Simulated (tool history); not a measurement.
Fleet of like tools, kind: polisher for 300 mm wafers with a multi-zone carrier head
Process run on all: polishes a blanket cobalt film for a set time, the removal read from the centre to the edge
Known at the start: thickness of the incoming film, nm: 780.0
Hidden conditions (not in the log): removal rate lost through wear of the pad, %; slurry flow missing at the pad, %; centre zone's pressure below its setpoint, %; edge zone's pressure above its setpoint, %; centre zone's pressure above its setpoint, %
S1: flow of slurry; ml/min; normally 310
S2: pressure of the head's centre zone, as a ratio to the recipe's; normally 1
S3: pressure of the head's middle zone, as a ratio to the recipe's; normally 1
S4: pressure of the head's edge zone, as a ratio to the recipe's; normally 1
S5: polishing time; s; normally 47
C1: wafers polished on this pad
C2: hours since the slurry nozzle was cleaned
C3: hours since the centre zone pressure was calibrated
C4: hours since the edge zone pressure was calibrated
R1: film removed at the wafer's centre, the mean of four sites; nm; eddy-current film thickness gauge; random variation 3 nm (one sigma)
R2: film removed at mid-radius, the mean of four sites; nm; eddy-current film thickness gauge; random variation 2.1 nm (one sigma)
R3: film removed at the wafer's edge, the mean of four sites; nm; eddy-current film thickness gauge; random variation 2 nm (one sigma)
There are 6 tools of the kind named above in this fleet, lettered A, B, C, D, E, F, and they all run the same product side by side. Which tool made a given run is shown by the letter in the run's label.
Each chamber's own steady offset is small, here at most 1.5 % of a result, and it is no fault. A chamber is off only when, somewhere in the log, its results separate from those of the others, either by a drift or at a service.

{"day": 0.112, "done": "chamber B: worn pad replaced by a new one"}
{"run": "1B", "day": 0.138, "S1": 310, "S2": 1, "S3": 1, "S4": 1, "S5": 47, "C1": 10, "C2": 260.1, "C3": 531.5, "C4": 236.6, "R1": 275.19, "R2": 275.7, "R3": 272.15}
{"run": "2F", "day": 0.258, "S1": 310, "S2": 1, "S3": 1, "S4": 1, "S5": 47, "C1": 290, "C2": 917.4, "C3": 478.5, "C4": 327.6, "R1": 274.7, "R2": 275.25, "R3": 272.18}
{"day": 0.421, "done": "chamber A: worn pad replaced by a new one"}
{"run": "3A", "day": 0.45, "S1": 310, "S2": 1, "S3": 1, "S4": 1, "S5": 47, "C1": 11, "C2": 378.6, "C3": 519.3, "C4": 903.1, "R1": 277.02, "R2": 276.77, "R3": 271.03}
{"day": 0.5, "done": "chamber F: slurry nozzle cleaned"}
{"run": "4C", "day": 0.621, "S1": 310, "S2": 1, "S3": 1, "S4": 1, "S5": 47, "C1": 1328, "C2": 226.5, "C3": 598.1, "C4": 67.3, "R1": 270.7, "R2": 277.09, "R3": 270.03}
{"run": "5E", "day": 0.758, "S1": 310, "S2": 1, "S3": 1, "S4": 1, "S5": 47, "C1": 1111, "C2": 74.8, "C3": 562.4, "C4": 394.5, "R1": 279.06, "R2": 273.5, "R3": 277.52}
{"run": "6D", "day": 0.862, "S1": 310, "S2": 1, "S3": 1, "S4": 1, "S5": 56, "C1": 604, "C2": 69.8, "C3": 712.1, "C4": 707, "R1": 322.67, "R2": 326.44, "R3": 324.65}
{"run": "7A", "day": 0.996, "S1": 310, "S2": 1, "S3": 1, "S4": 1, "S5": 56, "C1": 219, "C2": 391.7, "C3": 532.4, "C4": 916.2, "R1": 322.84, "R2": 321.82, "R3": 321.13}
{"day": 1.158, "done": "chamber B: centre zone pressure recalibrated"}
{"run": "8B", "day": 1.162, "S1": 310, "S2": 1, "S3": 1, "S4": 1, "S5": 56, "C1": 399, "C2": 284.7, "C3": 0.2, "C4": 261.2, "R1": 321.48, "R2": 325.28, "R3": 327.81}
{"day": 1.171, "done": "chamber E: worn pad replaced by a new one"}
{"day": 1.246, "done": "chamber C: worn pad replaced by a new one"}
{"run": "9F", "day": 1.25, "S1": 310, "S2": 1, "S3": 1, "S4": 1, "S5": 56, "C1": 667, "C2": 18.1, "C3": 502.3, "C4": 351.4, "R1": 330.46, "R2": 327.03, "R3": 327.86}
{"run": "10C", "day": 1.396, "S1": 310, "S2": 1, "S3": 1, "S4": 1, "S5": 56, "C1": 57, "C2": 245.1, "C3": 616.7, "C4": 85.9, "R1": 321.24, "R2": 329.09, "R3": 328.12}
{"day": 1.529, "done": "chamber F: worn pad replaced by a new one"}
{"run": "11D", "day": 1.571, "S1": 310, "S2": 1, "S3": 1, "S4": 1, "S5": 56, "C1": 873, "C2": 86.8, "C3": 729.1, "C4": 724, "R1": 321.89, "R2": 326.47, "R3": 327.46}
{"day": 1.583, "done": "chamber A: slurry nozzle cleaned"}
{"day": 1.596, "done": "chamber C: centre zone pressure recalibrated"}
{"run": "12E", "day": 1.662, "S1": 310, "S2": 1, "S3": 1, "S4": 1, "S5": 47, "C1": 188, "C2": 96.5, "C3": 584.1, "C4": 416.2, "R1": 279.77, "R2": 276.88, "R3": 276.36}
{"run": "13F", "day": 1.817, "S1": 310, "S2": 1, "S3": 1, "S4": 1, "S5": 47, "C1": 109, "C2": 31.7, "C3": 515.9, "C4": 365, "R1": 277.36, "R2": 277.7, "R3": 274.2}
{"day": 1.821, "done": "chamber D: worn pad replaced by a new one"}
{"run": "14E", "day": 1.917, "S1": 310, "S2": 1, "S3": 1, "S4": 1, "S5": 47, "C1": 284, "C2": 102.6, "C3": 590.2, "C4": 422.3, "R1": 288.49, "R2": 276.68, "R3": 279.63}
{"run": "15A", "day": 2.112, "S1": 310, "S2": 1, "S3": 1, "S4": 1, "S5": 47, "C1": 643, "C2": 12.8, "C3": 559.2, "C4": 943, "R1": 277.96, "R2": 272.63, "R3": 271.02}
{"day": 2.188, "done": "chamber A: worn pad replaced by a new one"}
{"run": "16C", "day": 2.258, "S1": 310, "S2": 1, "S3": 1, "S4": 1, "S5": 47, "C1": 385, "C2": 265.8, "C3": 15.9, "C4": 106.6, "R1": 275.9, "R2": 279.16, "R3": 272}
{"run": "17D", "day": 2.354, "S1": 310, "S2": 1, "S3": 1, "S4": 1, "S5": 47, "C1": 202, "C2": 105.6, "C3": 747.9, "C4": 742.8, "R1": 272.58, "R2": 273.81, "R3": 269.6}
{"day": 2.512, "done": "chamber E: edge zone pressure recalibrated"}
{"run": "18B", "day": 2.525, "S1": 310, "S2": 1, "S3": 1, "S4": 1, "S5": 47, "C1": 917, "C2": 317.4, "C3": 32.9, "C4": 293.9, "R1": 275.21, "R2": 273, "R3": 279.17}
{"run": "19F", "day": 2.7, "S1": 310, "S2": 1, "S3": 1, "S4": 1, "S5": 47, "C1": 444, "C2": 52.9, "C3": 537.1, "C4": 386.2, "R1": 274.94, "R2": 270.94, "R3": 273.41}
{"run": "20C", "day": 2.792, "S1": 310, "S2": 1, "S3": 1, "S4": 1, "S5": 47, "C1": 587, "C2": 278.6, "C3": 28.7, "C4": 119.4, "R1": 276.19, "R2": 277.95, "R3": 271.56}
{"run": "21B", "day": 2.983, "S1": 310, "S2": 1, "S3": 1, "S4": 1, "S5": 47, "C1": 1091, "C2": 328.4, "C3": 43.9, "C4": 304.9, "R1": 280.32, "R2": 278.94, "R3": 275.64}
{"run": "22D", "day": 3.138, "S1": 310, "S2": 1, "S3": 1, "S4": 1, "S5": 47, "C1": 500, "C2": 124.4, "C3": 766.7, "C4": 761.6, "R1": 277.79, "R2": 278.18, "R3": 273.71}
{"run": "23A", "day": 3.238, "S1": 310, "S2": 1, "S3": 1, "S4": 1, "S5": 47, "C1": 400, "C2": 39.8, "C3": 586.2, "C4": 970, "R1": 272.79, "R2": 271.28, "R3": 274.33}
{"day": 3.329, "done": "chamber F: worn pad replaced by a new one"}
{"run": "24E", "day": 3.358, "S1": 310, "S2": 1, "S3": 1, "S4": 1, "S5": 47, "C1": 832, "C2": 137.2, "C3": 624.8, "C4": 20.3, "R1": 291.65, "R2": 276.56, "R3": 275.59}
{"day": 3.5, "done": "chamber B: worn pad replaced by a new one"}
{"run": "25B", "day": 3.538, "S1": 310, "S2": 1, "S3": 1, "S4": 1, "S5": 47, "C1": 14, "C2": 341.7, "C3": 57.2, "C4": 318.2, "R1": 271.62, "R2": 277.69, "R3": 278.92}
{"day": 3.575, "done": "chamber C: slurry nozzle cleaned"}
{"run": "26E", "day": 3.708, "S1": 310, "S2": 1, "S3": 1, "S4": 1, "S5": 47, "C1": 965, "C2": 145.6, "C3": 633.2, "C4": 28.7, "R1": 295.35, "R2": 279.58, "R3": 272.18}
{"day": 3.779, "done": "chamber A: worn pad replaced by a new one"}
{"run": "27A", "day": 3.812, "S1": 310, "S2": 1, "S3": 1, "S4": 1, "S5": 47, "C1": 13, "C2": 53.6, "C3": 600, "C4": 983.8, "R1": 277.52, "R2": 273.26, "R3": 271.36}
{"run": "28F", "day": 3.9, "S1": 310, "S2": 0.9, "S3": 1, "S4": 1, "S5": 37, "C1": 216, "C2": 81.7, "C3": 565.9, "C4": 415, "R1": 193.72, "R2": 214.28, "R3": 216.5}
{"run": "29D", "day": 4.017, "S1": 310, "S2": 0.9, "S3": 1, "S4": 1, "S5": 37, "C1": 834, "C2": 145.5, "C3": 787.8, "C4": 782.7, "R1": 191.68, "R2": 217.32, "R3": 214.62}
{"day": 4.067, "done": "chamber E: worn pad replaced by a new one"}
{"run": "30C", "day": 4.146, "S1": 310, "S2": 0.9, "S3": 1, "S4": 1, "S5": 37, "C1": 1102, "C2": 13.7, "C3": 61.2, "C4": 151.9, "R1": 190.77, "R2": 218.55, "R3": 216.32}
{"run": "31D", "day": 4.3, "S1": 310, "S2": 0.9, "S3": 1, "S4": 1, "S5": 37, "C1": 942, "C2": 152.3, "C3": 794.6, "C4": 789.5, "R1": 193.41, "R2": 212.93, "R3": 215.03}
{"run": "32A", "day": 4.475, "S1": 310, "S2": 0.9, "S3": 1, "S4": 1, "S5": 37, "C1": 265, "C2": 69.5, "C3": 615.9, "C4": 999.7, "R1": 190.33, "R2": 214.96, "R3": 213.82}
{"run": "33F", "day": 4.558, "S1": 310, "S2": 0.9, "S3": 1, "S4": 1, "S5": 37, "C1": 467, "C2": 97.5, "C3": 581.7, "C4": 430.8, "R1": 190.38, "R2": 215.86, "R3": 218.88}
{"run": "34B", "day": 4.646, "S1": 310, "S2": 1, "S3": 1, "S4": 1, "S5": 47, "C1": 435, "C2": 368.3, "C3": 83.8, "C4": 344.8, "R1": 272.29, "R2": 274.71, "R3": 272.85}
{"run": "35E", "day": 4.746, "S1": 310, "S2": 1, "S3": 1, "S4": 1, "S5": 47, "C1": 258, "C2": 170.5, "C3": 658.1, "C4": 53.6, "R1": 292.1, "R2": 277.4, "R3": 274.98}
{"run": "36C", "day": 4.9, "S1": 310, "S2": 1, "S3": 1, "S4": 1, "S5": 47, "C1": 1388, "C2": 31.8, "C3": 79.3, "C4": 170, "R1": 269.62, "R2": 280.66, "R3": 274.23}
{"run": "37E", "day": 5.062, "S1": 310, "S2": 1, "S3": 1, "S4": 1, "S5": 47, "C1": 378, "C2": 178.1, "C3": 665.7, "C4": 61.2, "R1": 296.96, "R2": 273.61, "R3": 276.62}
{"run": "38B", "day": 5.15, "S1": 310, "S2": 1, "S3": 1, "S4": 1, "S5": 47, "C1": 627, "C2": 380.4, "C3": 95.9, "C4": 356.9, "R1": 275.05, "R2": 271.58, "R3": 276.44}
{"day": 5.212, "done": "chamber C: worn pad replaced by a new one"}
{"day": 5.254, "done": "chamber F: worn pad replaced by a new one"}
{"run": "39C", "day": 5.271, "S1": 310, "S2": 1.07, "S3": 1, "S4": 1, "S5": 47, "C1": 22, "C2": 40.7, "C3": 88.2, "C4": 178.9, "R1": 298.39, "R2": 279.48, "R3": 272.9}
{"run": "40F", "day": 5.433, "S1": 310, "S2": 1.07, "S3": 1, "S4": 1, "S5": 47, "C1": 69, "C2": 118.5, "C3": 602.7, "C4": 451.8, "R1": 296.6, "R2": 276.7, "R3": 275.07}
{"day": 5.546, "done": "chamber A: worn pad replaced by a new one"}
{"run": "41A", "day": 5.596, "S1": 310, "S2": 1.07, "S3": 1, "S4": 1, "S5": 47, "C1": 19, "C2": 96.4, "C3": 642.8, "C4": 1026.6, "R1": 294.06, "R2": 273.42, "R3": 272.31}

Next, all 6 chambers run the settings below, one line each with question marks for the results. What does each chamber give?
{"run": "42A", "day": 5.738, "S1": 350, "S2": 1, "S3": 1, "S4": 1, "S5": 47, "R1": "?", "R2": "?", "R3": "?"}
{"run": "42B", "day": 5.738, "S1": 350, "S2": 1, "S3": 1, "S4": 1, "S5": 47, "R1": "?", "R2": "?", "R3": "?"}
{"run": "42C", "day": 5.738, "S1": 350, "S2": 1, "S3": 1, "S4": 1, "S5": 47, "R1": "?", "R2": "?", "R3": "?"}
{"run": "42D", "day": 5.738, "S1": 350, "S2": 1, "S3": 1, "S4": 1, "S5": 47, "R1": "?", "R2": "?", "R3": "?"}
{"run": "42E", "day": 5.738, "S1": 350, "S2": 1, "S3": 1, "S4": 1, "S5": 47, "R1": "?", "R2": "?", "R3": "?"}
{"run": "42F", "day": 5.738, "S1": 350, "S2": 1, "S3": 1, "S4": 1, "S5": 47, "R1": "?", "R2": "?", "R3": "?"}

run=42A R1=275.16 R2=278.35 R3=274.85
run=42B R1=281.45 R2=278.96 R3=277.08
run=42C R1=280.64 R2=280.39 R3=273.98
run=42D R1=279.47 R2=278.11 R3=274.92
run=42E R1=301.02 R2=277.19 R3=277.37
run=42F R1=279.13 R2=278.94 R3=272.62
